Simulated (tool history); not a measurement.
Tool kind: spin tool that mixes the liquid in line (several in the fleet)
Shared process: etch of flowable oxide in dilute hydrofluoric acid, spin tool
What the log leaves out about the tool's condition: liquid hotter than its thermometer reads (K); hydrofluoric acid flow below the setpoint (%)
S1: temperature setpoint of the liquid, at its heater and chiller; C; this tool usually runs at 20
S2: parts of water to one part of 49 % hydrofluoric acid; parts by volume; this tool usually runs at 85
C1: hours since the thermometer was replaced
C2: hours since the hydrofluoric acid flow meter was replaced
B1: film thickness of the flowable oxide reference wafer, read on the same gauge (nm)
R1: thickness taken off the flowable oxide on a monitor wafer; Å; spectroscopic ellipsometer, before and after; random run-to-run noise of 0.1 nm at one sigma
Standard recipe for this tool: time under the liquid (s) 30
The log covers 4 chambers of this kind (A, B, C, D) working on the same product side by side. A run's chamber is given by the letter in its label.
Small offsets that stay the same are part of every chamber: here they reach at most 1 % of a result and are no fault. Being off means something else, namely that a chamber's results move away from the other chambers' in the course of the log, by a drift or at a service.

{"run": "1D", "hour": 6.0, "S1": 20, "S2": 85, "time under the liquid (s)": 30, "C1": 932.3, "C2": 573.9, "B1": 59.985, "R1": 137.22}
{"run": "2B", "hour": 16.6, "S1": 20, "S2": 85, "time under the liquid (s)": 30, "C1": 443.9, "C2": 290, "B1": 60.031, "R1": 137.11}
{"run": "3A", "hour": 27.2, "S1": 20, "S2": 85, "time under the liquid (s)": 30, "C1": 1177, "C2": 1318.4, "B1": 59.977, "R1": 137.89}
{"run": "4C", "hour": 34.6, "S1": 20, "S2": 85, "time under the liquid (s)": 30, "C1": 456.4, "C2": 869.8, "B1": 60.013, "R1": 137.52}
{"run": "5B", "hour": 45.1, "S1": 20, "S2": 85, "time under the liquid (s)": 30, "C1": 472.4, "C2": 318.5, "B1": 60.006, "R1": 136.06}
{"run": "6D", "hour": 51.8, "S1": 20, "S2": 85, "time under the liquid (s)": 30, "C1": 978.1, "C2": 619.7, "B1": 59.993, "R1": 135.53}
{"run": "7A", "hour": 60.8, "S1": 20, "S2": 85, "time under the liquid (s)": 30, "C1": 1210.6, "C2": 1352, "B1": 60.001, "R1": 137.1}
{"run": "8C", "hour": 69.4, "S1": 20, "S2": 85, "time under the liquid (s)": 30, "C1": 491.2, "C2": 904.6, "B1": 59.986, "R1": 134.55}
{"run": "9B", "hour": 77.6, "S1": 20, "S2": 85, "time under the liquid (s)": 30, "C1": 504.9, "C2": 351, "B1": 60.018, "R1": 136.09}
{"run": "10A", "hour": 86.8, "S1": 20, "S2": 85, "time under the liquid (s)": 30, "C1": 1236.6, "C2": 1378, "B1": 59.996, "R1": 136.15}
{"run": "11D", "hour": 97.0, "S1": 20, "S2": 85, "time under the liquid (s)": 30, "C1": 1023.3, "C2": 664.9, "B1": 59.985, "R1": 135.38}
{"run": "12C", "hour": 107.0, "S1": 20, "S2": 85, "time under the liquid (s)": 30, "C1": 528.8, "C2": 942.2, "B1": 60.001, "R1": 132.85}
{"run": "13C", "hour": 115.6, "S1": 20, "S2": 85, "time under the liquid (s)": 30, "C1": 537.4, "C2": 950.8, "B1": 59.974, "R1": 132.2}
{"run": "14A", "hour": 124.3, "S1": 20, "S2": 85, "time under the liquid (s)": 30, "C1": 1274.1, "C2": 1415.5, "B1": 60.02, "R1": 136.99}
{"run": "15D", "hour": 133.2, "S1": 20, "S2": 85, "time under the liquid (s)": 30, "C1": 1059.5, "C2": 701.1, "B1": 59.999, "R1": 136.95}
{"run": "16B", "hour": 139.2, "S1": 20, "S2": 85, "time under the liquid (s)": 30, "C1": 566.5, "C2": 412.6, "B1": 60.005, "R1": 137.09}
{"run": "17D", "hour": 146.0, "S1": 20, "S2": 85, "time under the liquid (s)": 25, "C1": 1072.3, "C2": 713.9, "B1": 60.03, "R1": 112.07}
{"run": "18A", "hour": 153.4, "S1": 20, "S2": 85, "time under the liquid (s)": 25, "C1": 1303.2, "C2": 1444.6, "B1": 60.002, "R1": 115.26}
{"run": "19B", "hour": 164.5, "S1": 20, "S2": 85, "time under the liquid (s)": 25, "C1": 591.8, "C2": 437.9, "B1": 59.982, "R1": 113.62}
{"run": "20C", "hour": 172.8, "S1": 20, "S2": 85, "time under the liquid (s)": 25, "C1": 594.6, "C2": 1008, "B1": 59.984, "R1": 108}
{"run": "21C", "hour": 183.0, "S1": 20, "S2": 85, "time under the liquid (s)": 30, "C1": 604.8, "C2": 1018.2, "B1": 59.99, "R1": 128.67}
{"run": "22A", "hour": 188.0, "S1": 20, "S2": 85, "time under the liquid (s)": 30, "C1": 1337.8, "C2": 1479.2, "B1": 59.976, "R1": 137.76}
{"run": "23B", "hour": 195.6, "S1": 23.5, "S2": 85, "time under the liquid (s)": 30, "C1": 622.9, "C2": 469, "B1": 59.988, "R1": 158.52}
{"run": "24D", "hour": 202.5, "S1": 23.5, "S2": 85, "time under the liquid (s)": 30, "C1": 1128.8, "C2": 770.4, "B1": 60, "R1": 156.65}
{"run": "25B", "hour": 210.0, "S1": 23.5, "S2": 85, "time under the liquid (s)": 30, "C1": 637.3, "C2": 483.4, "B1": 59.999, "R1": 157.32}
{"run": "26D", "hour": 220.7, "S1": 23.5, "S2": 85, "time under the liquid (s)": 30, "C1": 1147, "C2": 788.6, "B1": 59.999, "R1": 156.28}
{"run": "27C", "hour": 227.2, "S1": 21.5, "S2": 65, "time under the liquid (s)": 30, "C1": 649, "C2": 1062.4, "B1": 59.997, "R1": 181.93}
{"run": "28A", "hour": 232.4, "S1": 21.5, "S2": 65, "time under the liquid (s)": 30, "C1": 1382.2, "C2": 1523.6, "B1": 60.034, "R1": 192.61}
{"run": "29A", "hour": 240.5, "S1": 21.5, "S2": 65, "time under the liquid (s)": 30, "C1": 1390.3, "C2": 1531.7, "B1": 59.983, "R1": 194.03}

What goes on in this fleet: one chamber off, a drifting gauge, or nothing beyond the chambers' own small offsets? Name the chamber and the cause, if any.

Little by little, chamber C moves away from the other chambers.
Cause: hydrofluoric acid flow below the setpoint (%) = 8.09.
Not necessarily distinguishable in this log from: liquid colder than its thermometer reads (K).

Here are 4 candidates for chamber C's next run, each the usual settings with a change, their results left as question marks. Which one brings its results back in line with what the others give on the usual settings?
In-line tolerance around the mean of the other chambers on the usual settings: R1 3.7 Å
{"run": "30C-1", "hour": 248.5, "S1": 20.5, "S2": 80, "time under the liquid (s)": 30, "R1": "?"}
{"run": "30C-2", "hour": 248.5, "S1": 20, "S2": 85, "time under the liquid (s)": 25, "R1": "?"}
{"run": "30C-3", "hour": 248.5, "S1": 24.5, "S2": 85, "time under the liquid (s)": 30, "R1": "?"}
{"run": "30C-4", "hour": 248.5, "S1": 17.5, "S2": 85, "time under the liquid (s)": 30, "R1": "?"}

What the other chambers average on the usual settings: R1 136.74 Å
run=30C-1 R1=136.1
run=30C-2 R1=103.82
run=30C-3 R1=149.28
run=30C-4 R1=112.33
The right change is 30C-1: it brings the chamber back within the allowed miss of the others.
